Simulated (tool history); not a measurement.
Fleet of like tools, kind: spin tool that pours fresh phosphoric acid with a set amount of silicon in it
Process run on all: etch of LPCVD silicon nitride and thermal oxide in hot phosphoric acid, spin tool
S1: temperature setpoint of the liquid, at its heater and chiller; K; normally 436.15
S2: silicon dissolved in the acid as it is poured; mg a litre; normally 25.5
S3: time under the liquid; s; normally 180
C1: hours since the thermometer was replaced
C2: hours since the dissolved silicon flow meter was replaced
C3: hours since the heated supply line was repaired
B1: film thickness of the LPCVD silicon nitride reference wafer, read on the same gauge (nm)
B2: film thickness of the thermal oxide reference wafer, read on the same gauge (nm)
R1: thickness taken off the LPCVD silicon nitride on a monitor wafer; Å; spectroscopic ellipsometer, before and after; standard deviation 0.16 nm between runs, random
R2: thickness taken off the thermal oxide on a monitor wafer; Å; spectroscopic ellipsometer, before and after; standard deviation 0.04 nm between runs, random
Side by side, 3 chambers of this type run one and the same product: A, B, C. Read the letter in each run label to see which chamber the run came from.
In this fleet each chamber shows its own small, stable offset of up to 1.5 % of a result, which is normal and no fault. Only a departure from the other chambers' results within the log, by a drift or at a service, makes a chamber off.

| run | hour | S1 | S2 | S3 | C1 | C2 | C3 | B1 | B2 | R1 | R2 |
|---|---|---|---|---|---|---|---|---|---|---|---|
| 1B | 5.1 | 436.15 | 25.5 | 180 | 1494.8 | 228.5 | 641.3 | 80.013 | 39.986 | 182.830 | 3.4498 |
| 2C | 12.1 | 436.15 | 25.5 | 180 | 2109.3 | 1352.6 | 552.5 | 79.996 | 39.996 | 183.450 | 3.2441 |
| 3A | 19.0 | 436.15 | 25.5 | 180 | 670.1 | 220.0 | 3061.4 | 80.002 | 40.002 | 184.480 | 3.6513 |
| 4A | 25.8 | 436.15 | 25.5 | 180 | 676.9 | 226.8 | 3068.2 | 80.020 | 40.003 | 184.530 | 2.8965 |
| 5C | 29.8 | 436.15 | 25.5 | 180 | 2127.0 | 1370.3 | 570.2 | 80.005 | 39.999 | 182.780 | 3.2476 |
| 6B | 33.9 | 436.15 | 25.5 | 180 | 1523.6 | 257.3 | 670.1 | 80.010 | 39.990 | 183.730 | 3.3084 |
| 7C | 42.4 | 436.15 | 25.5 | 180 | 2139.6 | 1382.9 | 582.8 | 79.998 | 40.005 | 180.340 | 3.6064 |
| 8A | 47.4 | 436.15 | 25.5 | 180 | 698.5 | 248.4 | 3089.8 | 79.988 | 39.999 | 181.520 | 3.0107 |
| 9B | 52.0 | 436.15 | 25.5 | 180 | 1541.7 | 275.4 | 688.2 | 80.004 | 39.997 | 183.110 | 3.4916 |
| 10C | 59.0 | 436.15 | 25.5 | 180 | 2156.2 | 1399.5 | 599.4 | 79.988 | 39.996 | 182.320 | 3.2171 |
| 11A | 67.1 | 436.15 | 25.5 | 180 | 718.2 | 268.1 | 3109.5 | 79.987 | 40.009 | 181.880 | 3.0695 |
| 12B | 72.9 | 436.15 | 25.5 | 180 | 1562.6 | 296.3 | 709.1 | 80.012 | 39.977 | 184.480 | 3.4492 |
| 13C | 81.5 | 436.15 | 25.5 | 180 | 2178.7 | 1422.0 | 621.9 | 80.002 | 39.996 | 179.880 | 3.2164 |
| 14A | 88.5 | 436.15 | 25.5 | 180 | 739.6 | 289.5 | 3130.9 | 80.002 | 39.987 | 184.400 | 3.5041 |
| 15B | 92.5 | 436.15 | 25.5 | 180 | 1582.2 | 315.9 | 728.7 | 80.002 | 39.979 | 182.880 | 2.2798 |
| 16C | 101.7 | 436.15 | 25.5 | 180 | 2198.9 | 1442.2 | 642.1 | 79.991 | 40.000 | 179.420 | 3.4387 |
| 17A | 107.9 | 436.15 | 25.5 | 180 | 759.0 | 308.9 | 3150.3 | 80.028 | 39.988 | 183.970 | 2.8063 |
| 18B | 111.9 | 436.15 | 25.5 | 180 | 1601.6 | 335.3 | 748.1 | 80.012 | 40.024 | 182.560 | 3.0442 |
| 19A | 119.3 | 436.15 | 25.5 | 180 | 770.4 | 320.3 | 3161.7 | 79.998 | 40.003 | 184.150 | 4.1320 |
| 20B | 123.3 | 436.15 | 25.5 | 180 | 1613.0 | 346.7 | 759.5 | 79.994 | 40.017 | 184.520 | 2.5295 |
| 21C | 129.0 | 436.15 | 25.5 | 180 | 2226.2 | 1469.5 | 669.4 | 80.013 | 39.990 | 180.070 | 2.6150 |
| 22B | 134.7 | 436.15 | 25.5 | 180 | 1624.4 | 358.1 | 770.9 | 80.015 | 39.989 | 183.510 | 3.7137 |
| 23C | 141.3 | 436.15 | 25.5 | 180 | 2238.5 | 1481.8 | 681.7 | 79.996 | 40.022 | 176.220 | 3.4652 |
| 24A | 149.1 | 436.15 | 25.5 | 180 | 800.2 | 350.1 | 3191.5 | 79.987 | 40.000 | 183.050 | 2.9706 |
| 25A | 156.3 | 436.15 | 25.5 | 180 | 807.4 | 357.3 | 3198.7 | 79.979 | 39.990 | 180.670 | 2.8793 |
| 26B | 162.9 | 434.15 | 25.5 | 180 | 1652.6 | 386.3 | 799.1 | 80.018 | 39.991 | 173.360 | 2.9759 |
| 27C | 172.1 | 434.15 | 25.5 | 180 | 2269.3 | 1512.6 | 712.5 | 79.997 | 39.976 | 162.470 | 2.9431 |
| 28A | 177.0 | 434.15 | 25.5 | 180 | 828.1 | 378.0 | 3219.4 | 80.001 | 40.015 | 170.440 | 2.7830 |
| 29C | 183.4 | 436.15 | 25.5 | 180 | 2280.6 | 1523.9 | 723.8 | 79.987 | 39.990 | 175.740 | 3.1329 |
| 30B | 188.5 | 436.15 | 25.5 | 180 | 1678.2 | 411.9 | 824.7 | 79.991 | 39.979 | 182.790 | 3.2330 |
| 31B | 195.2 | 436.15 | 25.5 | 180 | 1684.9 | 418.6 | 831.4 | 80.012 | 39.978 | 181.730 | 3.0824 |
| 32C | 201.9 | 436.15 | 25.5 | 180 | 2299.1 | 1542.4 | 742.3 | 79.982 | 39.994 | 175.840 | 3.0757 |
| 33A | 207.9 | 436.15 | 25.5 | 180 | 859.0 | 408.9 | 3250.3 | 79.999 | 39.985 | 183.700 | 3.4986 |
| 34A | 215.3 | 434.65 | 42.0 | 180 | 866.4 | 416.3 | 3257.7 | 79.976 | 39.982 | 174.610 | 1.5071 |
| 35C | 219.4 | 434.65 | 42.0 | 180 | 2316.6 | 1559.9 | 759.8 | 80.002 | 40.004 | 164.320 | 1.1912 |
| 36B | 228.2 | 434.65 | 42.0 | 180 | 1717.9 | 451.6 | 864.4 | 80.002 | 40.002 | 176.020 | 1.2001 |
| 37B | 232.7 | 436.15 | 25.5 | 180 | 1722.4 | 456.1 | 868.9 | 79.996 | 39.987 | 180.310 | 2.6020 |
| 38C | 239.7 | 436.15 | 25.5 | 280 | 2336.9 | 1580.2 | 780.1 | 79.996 | 40.008 | 264.610 | 3.7634 |
| 39A | 245.3 | 436.15 | 25.5 | 280 | 896.4 | 446.3 | 3287.7 | 80.002 | 39.983 | 287.000 | 5.3438 |
| 40A | 250.5 | 436.15 | 25.5 | 280 | 901.6 | 451.5 | 3292.9 | 80.005 | 39.970 | 282.440 | 5.1119 |

The same settings go to every chamber for the next run, one line per chamber below. Forecast the results for each:
| 41A | 257.1 | 436.15 | 25.5 | 90 |  |  |  |  |  | ? | ? |
| 41B | 257.1 | 436.15 | 25.5 | 90 |  |  |  |  |  | ? | ? |
| 41C | 257.1 | 436.15 | 25.5 | 90 |  |  |  |  |  | ? | ? |

| run | R1 | R2 |
|---|---|---|
| 41A | 92.266 | 1.5315 |
| 41B | 91.737 | 1.7822 |
| 41C | 85.529 | 1.5588 |
